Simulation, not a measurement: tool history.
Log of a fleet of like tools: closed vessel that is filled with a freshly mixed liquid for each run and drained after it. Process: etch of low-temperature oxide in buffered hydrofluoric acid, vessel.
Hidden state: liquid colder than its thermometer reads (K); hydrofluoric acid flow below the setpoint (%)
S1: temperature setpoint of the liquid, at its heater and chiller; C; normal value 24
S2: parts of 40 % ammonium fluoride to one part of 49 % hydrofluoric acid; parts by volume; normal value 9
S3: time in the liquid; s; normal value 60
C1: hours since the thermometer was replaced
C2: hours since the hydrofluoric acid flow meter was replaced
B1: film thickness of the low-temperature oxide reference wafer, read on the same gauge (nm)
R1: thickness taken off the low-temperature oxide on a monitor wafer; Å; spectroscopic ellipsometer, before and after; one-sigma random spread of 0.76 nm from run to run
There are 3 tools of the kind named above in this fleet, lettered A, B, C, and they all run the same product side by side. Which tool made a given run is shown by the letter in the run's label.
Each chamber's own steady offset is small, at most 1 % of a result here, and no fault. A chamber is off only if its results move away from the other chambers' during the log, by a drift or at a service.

Run 1C, hour 4.1: usual settings; C1 1296.5; C2 384; B1 40.001. Result: R1 1705 Å.
Run 2B, hour 10.6: usual settings; C1 1049; C2 1380.5; B1 39.983. Result: R1 1673.8 Å.
Run 3A, hour 18.6: usual settings; C1 22.8; C2 670.7; B1 40.042. Result: R1 1700.7 Å.
Run 4A, hour 23.4: usual settings; C1 27.6; C2 675.5; B1 39.988. Result: R1 1704.7 Å.
Run 5B, hour 28.3: usual settings; C1 1066.7; C2 1398.2; B1 39.993. Result: R1 1690 Å.
Run 6C, hour 37: usual settings but S2 11 parts by volume, S3 75 s; C1 1329.4; C2 416.9; B1 39.987. Result: R1 1807.6 Å.
Run 7B, hour 42.1: usual settings but S2 11 parts by volume, S3 75 s; C1 1080.5; C2 1412; B1 40.031. Result: R1 1798.6 Å.
Run 8C, hour 46.3: usual settings but S2 11 parts by volume, S3 75 s; C1 1338.7; C2 426.2; B1 40.025. Result: R1 1813.4 Å.
Run 9A, hour 53.4: usual settings; C1 57.6; C2 705.5; B1 40.054. Result: R1 1703.9 Å.
Run 10B, hour 60.5: usual settings; C1 1098.9; C2 1430.4; B1 39.98. Result: R1 1681.1 Å.
Run 11C, hour 69: usual settings; C1 1361.4; C2 448.9; B1 39.987. Result: R1 1689.9 Å.
Run 12A, hour 78.1: usual settings; C1 82.3; C2 730.2; B1 39.949. Result: R1 1715.7 Å.
At hour 81.6: chamber C: hydrofluoric acid flow meter replaced.
Run 13C, hour 86.1: usual settings; C1 1378.5; C2 4.6; B1 40.011. Result: R1 1695.1 Å.
Run 14B, hour 91: usual settings; C1 1129.4; C2 1460.9; B1 39.977. Result: R1 1668.5 Å.
Run 15A, hour 95.8: usual settings; C1 100; C2 747.9; B1 40.046. Result: R1 1706.8 Å.
Run 16C, hour 100.6: usual settings; C1 1393; C2 19.1; B1 40.004. Result: R1 1692.7 Å.
Run 17B, hour 109.4: usual settings; C1 1147.8; C2 1479.3; B1 39.993. Result: R1 1672 Å.
Run 18A, hour 117.3: usual settings; C1 121.5; C2 769.4; B1 39.987. Result: R1 1703.4 Å.
Run 19A, hour 121.6: usual settings; C1 125.8; C2 773.7; B1 40.03. Result: R1 1703.8 Å.
Run 20C, hour 129.5: usual settings; C1 1421.9; C2 48; B1 40.042. Result: R1 1694.1 Å.
Run 21B, hour 138.3: usual settings; C1 1176.7; C2 1508.2; B1 40.038. Result: R1 1666.4 Å.
Run 22A, hour 146.7: usual settings; C1 150.9; C2 798.8; B1 40.008. Result: R1 1702.7 Å.
Run 23C, hour 154.5: usual settings; C1 1446.9; C2 73; B1 39.987. Result: R1 1695.1 Å.
Run 24B, hour 161.2: usual settings; C1 1199.6; C2 1531.1; B1 40.044. Result: R1 1647.8 Å.
Run 25A, hour 169.6: usual settings; C1 173.8; C2 821.7; B1 40.001. Result: R1 1698.9 Å.

For the next run the whole fleet of 3 chambers uses the same settings. Give each chamber's results:
Run 26A, hour 176.3: usual settings. Result: R1 ?.
Run 26B, hour 176.3: usual settings. Result: R1 ?.
Run 26C, hour 176.3: usual settings. Result: R1 ?.

run      R1
26A    1701
26B  1633.9
26C  1700.4

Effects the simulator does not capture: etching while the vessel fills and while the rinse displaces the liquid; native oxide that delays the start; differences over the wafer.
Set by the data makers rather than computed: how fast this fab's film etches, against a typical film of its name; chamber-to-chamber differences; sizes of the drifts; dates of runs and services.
